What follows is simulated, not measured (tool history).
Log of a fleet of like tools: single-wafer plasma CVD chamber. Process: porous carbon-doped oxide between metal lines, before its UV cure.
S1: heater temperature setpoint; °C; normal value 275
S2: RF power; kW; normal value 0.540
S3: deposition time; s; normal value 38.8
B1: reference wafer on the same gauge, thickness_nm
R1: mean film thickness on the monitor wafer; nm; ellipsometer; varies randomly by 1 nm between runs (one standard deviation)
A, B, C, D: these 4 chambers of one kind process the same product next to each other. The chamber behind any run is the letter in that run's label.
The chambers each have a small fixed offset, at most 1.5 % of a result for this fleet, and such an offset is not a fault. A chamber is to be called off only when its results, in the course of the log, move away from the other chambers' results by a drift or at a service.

run,hour,S1,S2,S3,B1,R1
1D,14.7,275,0.540,38.8,271.18,256.64
2A,24.4,275,0.540,38.8,270.96,253.44
3C,36.1,275,0.540,38.8,271.00,256.07
4B,49.2,275,0.540,38.8,271.03,256.38
5D,59.0,289,0.540,45.6,271.14,275.75
6C,72.8,289,0.540,45.6,270.98,272.32
7A,81.7,289,0.540,45.6,270.83,271.09
8B,90.2,289,0.540,45.6,271.05,274.14
9B,102.5,275,0.540,38.8,270.86,254.60
10C,113.4,275,0.540,38.8,271.07,254.41
11A,126.4,275,0.540,38.8,270.84,252.39
12D,138.0,275,0.540,38.8,270.95,255.17
13B,148.2,275,0.540,38.8,270.62,255.77
14D,157.1,275,0.540,38.8,271.26,254.86
15A,171.7,275,0.505,38.8,271.16,240.87
16C,185.4,275,0.505,38.8,270.85,246.10
17C,198.7,275,0.505,38.8,270.92,247.27
18A,211.0,275,0.505,38.8,271.13,242.24
19D,218.2,275,0.540,38.8,271.06,256.91
20B,226.1,289,0.540,45.2,271.09,272.26
# hour 229.6: chamber B: thermocouple changed; heater temperature recalibrated
21C,233.2,289,0.540,45.2,270.64,274.04
22D,241.2,289,0.540,45.2,271.14,271.98
23A,247.7,289,0.540,45.2,270.83,270.23
24B,257.3,275,0.540,38.8,271.38,256.14
25D,264.4,275,0.540,38.8,271.14,254.71
26B,278.4,281,0.540,38.8,271.00,247.62
27A,289.3,281,0.540,38.8,271.06,244.06
28C,296.5,281,0.540,38.8,271.00,249.43
29D,306.7,281,0.540,38.8,271.00,247.88
30C,317.8,287,0.580,38.8,270.97,253.51
31A,331.3,287,0.580,38.8,271.19,245.05
# hour 339.6: chamber A: RF generator calibrated
32B,340.6,287,0.580,38.8,271.05,247.98
33C,348.2,287,0.580,38.8,271.10,252.72
34B,362.8,275,0.540,38.8,271.13,256.85
35A,369.6,275,0.540,38.8,270.97,252.01
36D,377.5,275,0.575,38.8,270.74,265.68
37B,386.2,275,0.575,38.8,270.99,267.77
38D,395.4,275,0.575,38.8,271.10,266.89
39A,407.4,275,0.575,38.8,270.82,263.73
40C,421.7,275,0.540,38.8,271.03,258.30
41C,429.2,275,0.540,38.8,270.73,262.89
42A,441.9,275,0.540,38.8,270.92,252.13

Which is it: a chamber that has drifted or been left off by a service, a gauge drift common to all chambers, or only each chamber's usual small offset? If a chamber is off, name it and its likeliest cause.

Little by little, chamber C moves away from the other chambers.
Cause: wafer temperature below the value expected at the setpoint (K) = 3.22.

Which of the 4 candidates below, each the usual settings with something changed and its results left as question marks, puts chamber C back in line with what the other chambers give on the usual settings?
Maximum distance from the other chambers' mean on the usual settings for a result to count as in line: R1 3.60 nm
43C-1,452.7,275,0.535,38.1,,?
43C-2,452.7,275,0.580,38.8,,?
43C-3,452.7,274,0.545,39.4,,?
43C-4,452.7,276,0.530,37.6,,?

The other chambers' mean on the usual settings: R1 254.68 nm
run,R1
43C-1,254.15
43C-2,272.98
43C-3,267.64
43C-4,247.69
It is 43C-1 that realigns the chamber with its peers.
